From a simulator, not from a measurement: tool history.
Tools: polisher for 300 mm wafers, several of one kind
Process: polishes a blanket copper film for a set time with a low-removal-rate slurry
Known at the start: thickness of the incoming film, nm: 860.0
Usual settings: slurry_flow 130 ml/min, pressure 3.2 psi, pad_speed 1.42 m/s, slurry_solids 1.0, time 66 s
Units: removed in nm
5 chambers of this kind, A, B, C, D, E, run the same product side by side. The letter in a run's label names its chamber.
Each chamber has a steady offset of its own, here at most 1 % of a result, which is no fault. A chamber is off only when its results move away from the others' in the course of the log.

run 1C hour=7.1 | slurry_flow=130 pressure=3.2 pad_speed=1.42 slurry_solids=1.0 time=66 | removed=312.56
run 2B hour=11.3 | slurry_flow=130 pressure=3.2 pad_speed=1.42 slurry_solids=1.0 time=66 | removed=299.50
-- hour=15.0 chamber C: slurry blender recalibrated
run 3A hour=18.3 | slurry_flow=130 pressure=3.2 pad_speed=1.42 slurry_solids=1.0 time=66 | removed=305.38
run 4E hour=23.7 | slurry_flow=130 pressure=3.2 pad_speed=1.42 slurry_solids=1.0 time=66 | removed=306.10
-- hour=23.8 chamber B: worn pad replaced by a new one
run 5D hour=30.5 | slurry_flow=130 pressure=3.2 pad_speed=1.42 slurry_solids=1.0 time=66 | removed=306.86
-- hour=35.0 chamber D: worn pad replaced by a new one
run 6B hour=37.6 | slurry_flow=130 pressure=3.2 pad_speed=1.42 slurry_solids=1.0 time=66 | removed=306.98
-- hour=39.5 chamber E: worn pad replaced by a new one
run 7C hour=42.0 | slurry_flow=130 pressure=3.2 pad_speed=1.42 slurry_solids=1.0 time=66 | removed=303.66
run 8E hour=47.5 | slurry_flow=165 pressure=3.2 pad_speed=1.42 slurry_solids=1.2 time=66 | removed=335.61
-- hour=50.8 chamber A: worn pad replaced by a new one
-- hour=52.2 chamber A: slurry blender recalibrated
run 9A hour=52.6 | slurry_flow=165 pressure=3.2 pad_speed=1.42 slurry_solids=1.2 time=66 | removed=330.11
run 10D hour=56.4 | slurry_flow=165 pressure=3.2 pad_speed=1.42 slurry_solids=1.2 time=66 | removed=335.28
run 11E hour=59.6 | slurry_flow=165 pressure=3.2 pad_speed=1.42 slurry_solids=1.2 time=66 | removed=333.08
-- hour=59.8 chamber B: worn pad replaced by a new one
run 12A hour=66.3 | slurry_flow=165 pressure=3.2 pad_speed=1.42 slurry_solids=1.2 time=66 | removed=330.75
-- hour=70.4 chamber C: worn pad replaced by a new one
run 13C hour=70.4 | slurry_flow=130 pressure=3.2 pad_speed=1.42 slurry_solids=1.0 time=66 | removed=305.50
-- hour=72.2 chamber D: worn pad replaced by a new one
run 14D hour=74.5 | slurry_flow=130 pressure=3.2 pad_speed=1.42 slurry_solids=1.0 time=66 | removed=307.51
run 15B hour=80.0 | slurry_flow=130 pressure=3.2 pad_speed=1.42 slurry_solids=1.0 time=66 | removed=304.31
run 16B hour=83.6 | slurry_flow=130 pressure=3.2 pad_speed=1.42 slurry_solids=1.0 time=66 | removed=306.82
run 17D hour=90.9 | slurry_flow=90 pressure=3.2 pad_speed=1.42 slurry_solids=1.0 time=66 | removed=278.04
-- hour=94.5 chamber B: worn pad replaced by a new one
run 18E hour=94.9 | slurry_flow=90 pressure=3.2 pad_speed=1.42 slurry_solids=1.0 time=66 | removed=281.70
run 19C hour=100.7 | slurry_flow=90 pressure=3.2 pad_speed=1.42 slurry_solids=1.0 time=66 | removed=281.36
run 20A hour=105.4 | slurry_flow=90 pressure=3.2 pad_speed=1.42 slurry_solids=1.0 time=66 | removed=278.19
-- hour=108.7 chamber D: worn pad replaced by a new one
run 21C hour=109.7 | slurry_flow=90 pressure=3.2 pad_speed=1.42 slurry_solids=1.0 time=66 | removed=277.82
-- hour=110.2 chamber A: worn pad replaced by a new one
-- hour=114.1 chamber C: slurry nozzle cleaned
run 22B hour=116.0 | slurry_flow=130 pressure=2.1 pad_speed=1.42 slurry_solids=1.0 time=66 | removed=197.29
-- hour=117.9 chamber E: worn pad replaced by a new one
run 23E hour=120.6 | slurry_flow=130 pressure=2.1 pad_speed=1.42 slurry_solids=1.0 time=66 | removed=199.10
run 24D hour=125.7 | slurry_flow=130 pressure=2.1 pad_speed=1.42 slurry_solids=1.0 time=66 | removed=199.47
run 25A hour=129.0 | slurry_flow=130 pressure=2.1 pad_speed=1.42 slurry_solids=1.0 time=66 | removed=201.61
-- hour=135.7 chamber B: worn pad replaced by a new one
run 26A hour=135.8 | slurry_flow=130 pressure=2.1 pad_speed=1.42 slurry_solids=1.0 time=66 | removed=202.54
run 27D hour=139.6 | slurry_flow=130 pressure=3.8 pad_speed=1.42 slurry_solids=1.0 time=66 | removed=363.94
run 28C hour=143.1 | slurry_flow=130 pressure=3.8 pad_speed=1.42 slurry_solids=1.0 time=66 | removed=360.48
-- hour=147.2 chamber C: worn pad replaced by a new one
run 29B hour=148.8 | slurry_flow=130 pressure=3.8 pad_speed=1.42 slurry_solids=1.0 time=66 | removed=360.13
-- hour=149.9 chamber A: slurry blender recalibrated
-- hour=150.4 chamber D: worn pad replaced by a new one
run 30E hour=153.3 | slurry_flow=130 pressure=3.8 pad_speed=1.42 slurry_solids=1.0 time=66 | removed=367.70
-- hour=157.4 chamber A: worn pad replaced by a new one
run 31C hour=157.5 | slurry_flow=130 pressure=3.8 pad_speed=1.42 slurry_solids=1.0 time=66 | removed=362.08
run 32E hour=161.3 | slurry_flow=130 pressure=3.2 pad_speed=1.42 slurry_solids=1.0 time=66 | removed=307.02
run 33D hour=166.6 | slurry_flow=130 pressure=3.2 pad_speed=1.42 slurry_solids=1.0 time=76 | removed=353.75
run 34B hour=173.5 | slurry_flow=130 pressure=3.2 pad_speed=1.42 slurry_solids=1.0 time=76 | removed=350.35
-- hour=174.0 chamber B: head pressure recalibrated
-- hour=175.7 chamber B: slurry blender recalibrated
run 35A hour=178.1 | slurry_flow=130 pressure=3.2 pad_speed=1.42 slurry_solids=1.0 time=76 | removed=346.92
-- hour=180.0 chamber B: worn pad replaced by a new one
-- hour=184.3 chamber E: slurry nozzle cleaned
run 36B hour=184.7 | slurry_flow=130 pressure=3.2 pad_speed=1.42 slurry_solids=1.0 time=76 | removed=352.66
-- hour=187.2 chamber E: worn pad replaced by a new one
run 37A hour=188.0 | slurry_flow=130 pressure=3.2 pad_speed=1.42 slurry_solids=1.0 time=76 | removed=351.81
-- hour=191.0 chamber C: slurry blender recalibrated
run 38E hour=191.6 | slurry_flow=130 pressure=3.2 pad_speed=1.42 slurry_solids=1.0 time=66 | removed=306.67
run 39C hour=198.6 | slurry_flow=130 pressure=3.2 pad_speed=1.42 slurry_solids=1.0 time=66 | removed=304.77

Next, every chamber runs the same settings. What will each give?
run 40A hour=203.9 | slurry_flow=130 pressure=3.2 pad_speed=1.42 slurry_solids=1.0 time=66 | removed=?
run 40B hour=203.9 | slurry_flow=130 pressure=3.2 pad_speed=1.42 slurry_solids=1.0 time=66 | removed=?
run 40C hour=203.9 | slurry_flow=130 pressure=3.2 pad_speed=1.42 slurry_solids=1.0 time=66 | removed=?
run 40D hour=203.9 | slurry_flow=130 pressure=3.2 pad_speed=1.42 slurry_solids=1.0 time=66 | removed=?
run 40E hour=203.9 | slurry_flow=130 pressure=3.2 pad_speed=1.42 slurry_solids=1.0 time=66 | removed=?

run=40A removed=308.81
run=40B removed=299.16
run=40C removed=307.45
run=40D removed=304.26
run=40E removed=306.48
